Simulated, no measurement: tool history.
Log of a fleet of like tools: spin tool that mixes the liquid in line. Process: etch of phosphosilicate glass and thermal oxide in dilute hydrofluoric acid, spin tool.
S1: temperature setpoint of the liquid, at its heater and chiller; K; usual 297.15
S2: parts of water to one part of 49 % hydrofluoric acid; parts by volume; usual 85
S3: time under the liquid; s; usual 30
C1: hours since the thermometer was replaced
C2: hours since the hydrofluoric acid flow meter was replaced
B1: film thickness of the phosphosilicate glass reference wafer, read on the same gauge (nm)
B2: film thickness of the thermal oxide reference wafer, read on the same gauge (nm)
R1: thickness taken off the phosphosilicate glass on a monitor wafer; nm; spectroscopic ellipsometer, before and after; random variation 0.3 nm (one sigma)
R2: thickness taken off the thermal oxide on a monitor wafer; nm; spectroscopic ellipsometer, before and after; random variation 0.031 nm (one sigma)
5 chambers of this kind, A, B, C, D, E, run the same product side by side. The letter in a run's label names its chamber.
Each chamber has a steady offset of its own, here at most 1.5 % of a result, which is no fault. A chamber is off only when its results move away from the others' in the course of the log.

| run | hour | S1 | S2 | S3 | C1 | C2 | B1 | B2 | R1 | R2 |
|---|---|---|---|---|---|---|---|---|---|---|
| 1D | 10.4 | 297.15 | 85 | 30 | 312.8 | 729.6 | 40.002 | 49.987 | 62.656 | 1.7678 |
| 2B | 23 | 297.15 | 85 | 30 | 1055.6 | 584.8 | 40.016 | 49.994 | 63.335 | 1.7761 |
| 3A | 29.8 | 297.15 | 85 | 30 | 335.2 | 1002.4 | 39.995 | 50.017 | 63.579 | 1.7719 |
| 4C | 41.3 | 297.15 | 85 | 30 | 784.1 | 854.9 | 39.989 | 50.013 | 63.984 | 1.7173 |
| 5E | 49.8 | 297.15 | 85 | 30 | 88.8 | 444.7 | 40.002 | 49.965 | 63.305 | 1.772 |
| 6B | 56.9 | 297.15 | 85 | 30 | 1089.5 | 618.7 | 40.024 | 49.972 | 64.205 | 1.7914 |
| 7C | 69.2 | 297.15 | 85 | 30 | 812 | 882.8 | 40.021 | 50.03 | 63.73 | 1.7452 |
| 8E | 78.3 | 297.15 | 85 | 30 | 117.3 | 473.2 | 39.992 | 49.97 | 63.61 | 1.7311 |
| 9A | 88 | 297.15 | 85 | 30 | 393.4 | 1060.6 | 39.969 | 49.993 | 63.812 | 1.6963 |
| 10D | 96.2 | 297.15 | 85 | 30 | 398.6 | 815.4 | 40.015 | 50.008 | 62.811 | 1.7859 |
|  | 97.4 | chamber C: thermometer replaced |
| 11B | 106.9 | 297.15 | 85 | 30 | 1139.5 | 668.7 | 40.039 | 50.006 | 63.807 | 1.7564 |
| 12E | 115.6 | 297.15 | 85 | 30 | 154.6 | 510.5 | 39.989 | 50.003 | 63.102 | 1.6971 |
| 13D | 124.9 | 297.15 | 85 | 45 | 427.3 | 844.1 | 39.999 | 50.002 | 94.2 | 2.6742 |
| 14A | 136.1 | 297.15 | 85 | 45 | 441.5 | 1108.7 | 40.011 | 50.01 | 95.06 | 2.6774 |
| 15C | 148.2 | 297.15 | 85 | 45 | 50.8 | 961.8 | 40.017 | 49.986 | 95.175 | 2.7062 |
| 16E | 157.5 | 297.15 | 85 | 45 | 196.5 | 552.4 | 40 | 49.993 | 94.612 | 2.6978 |
| 17A | 164.3 | 297.15 | 85 | 45 | 469.7 | 1136.9 | 39.976 | 50.004 | 95.176 | 2.6709 |
| 18D | 171 | 297.15 | 85 | 30 | 473.4 | 890.2 | 40.026 | 49.995 | 62.747 | 1.8056 |
| 19C | 182.7 | 297.15 | 85 | 30 | 85.3 | 996.3 | 40.007 | 50.004 | 63.534 | 1.7385 |
| 20B | 190.8 | 297.15 | 85 | 30 | 1223.4 | 752.6 | 39.99 | 50.003 | 64.111 | 1.7635 |
| 21D | 201.6 | 297.15 | 85 | 30 | 504 | 920.8 | 39.989 | 49.975 | 62.519 | 1.8258 |
| 22E | 214.4 | 297.15 | 85 | 30 | 253.4 | 609.3 | 39.997 | 50.02 | 63.15 | 1.7454 |
| 23A | 224.6 | 297.15 | 85 | 30 | 530 | 1197.2 | 40.024 | 49.976 | 63.662 | 1.8291 |
| 24C | 233.7 | 297.15 | 85 | 30 | 136.3 | 1047.3 | 39.989 | 49.973 | 63.175 | 1.7851 |
| 25B | 241.9 | 297.15 | 85 | 50 | 1274.5 | 803.7 | 39.98 | 50.005 | 105.58 | 2.9355 |
| 26C | 253.2 | 297.15 | 85 | 50 | 155.8 | 1066.8 | 39.995 | 49.992 | 105.91 | 2.9494 |
| 27B | 265.3 | 297.15 | 85 | 50 | 1297.9 | 827.1 | 40 | 49.995 | 106.63 | 2.883 |
| 28D | 271.7 | 297.15 | 85 | 50 | 574.1 | 990.9 | 39.999 | 50.02 | 104.73 | 3.0318 |
| 29A | 282.7 | 297.15 | 85 | 50 | 588.1 | 1255.3 | 39.99 | 49.99 | 105.32 | 2.9413 |
| 30E | 288.6 | 297.15 | 85 | 30 | 327.6 | 683.5 | 40.011 | 50.002 | 63.591 | 1.734 |
| 31D | 298.7 | 297.15 | 85 | 30 | 601.1 | 1017.9 | 40.003 | 49.988 | 62.91 | 1.7648 |
| 32B | 304.2 | 297.15 | 85 | 30 | 1336.8 | 866 | 39.989 | 49.992 | 63.252 | 1.8151 |
| 33E | 315.6 | 297.15 | 85 | 30 | 354.6 | 710.5 | 40.017 | 50.005 | 63.12 | 1.8164 |
| 34C | 321.4 | 297.15 | 85 | 30 | 224 | 1135 | 39.985 | 50.018 | 63.442 | 1.7902 |
|  | 327.9 | chamber A: hydrofluoric acid flow meter replaced |
| 35A | 330.5 | 297.15 | 85 | 30 | 635.9 | 2.7 | 39.992 | 49.979 | 63.544 | 1.7896 |
| 36D | 336.4 | 297.15 | 110 | 15 | 638.8 | 1055.6 | 40.012 | 50.015 | 23.432 | 0.66197 |
| 37B | 346.6 | 297.15 | 110 | 15 | 1379.2 | 908.4 | 40.004 | 49.985 | 23.891 | 0.64845 |

Is one chamber off against the others, does the gauge drift, or is nothing wrong? If a chamber is off, say which, and what the likeliest cause is.

No chamber stands off beyond its own small offset, and the gauge holds steady.

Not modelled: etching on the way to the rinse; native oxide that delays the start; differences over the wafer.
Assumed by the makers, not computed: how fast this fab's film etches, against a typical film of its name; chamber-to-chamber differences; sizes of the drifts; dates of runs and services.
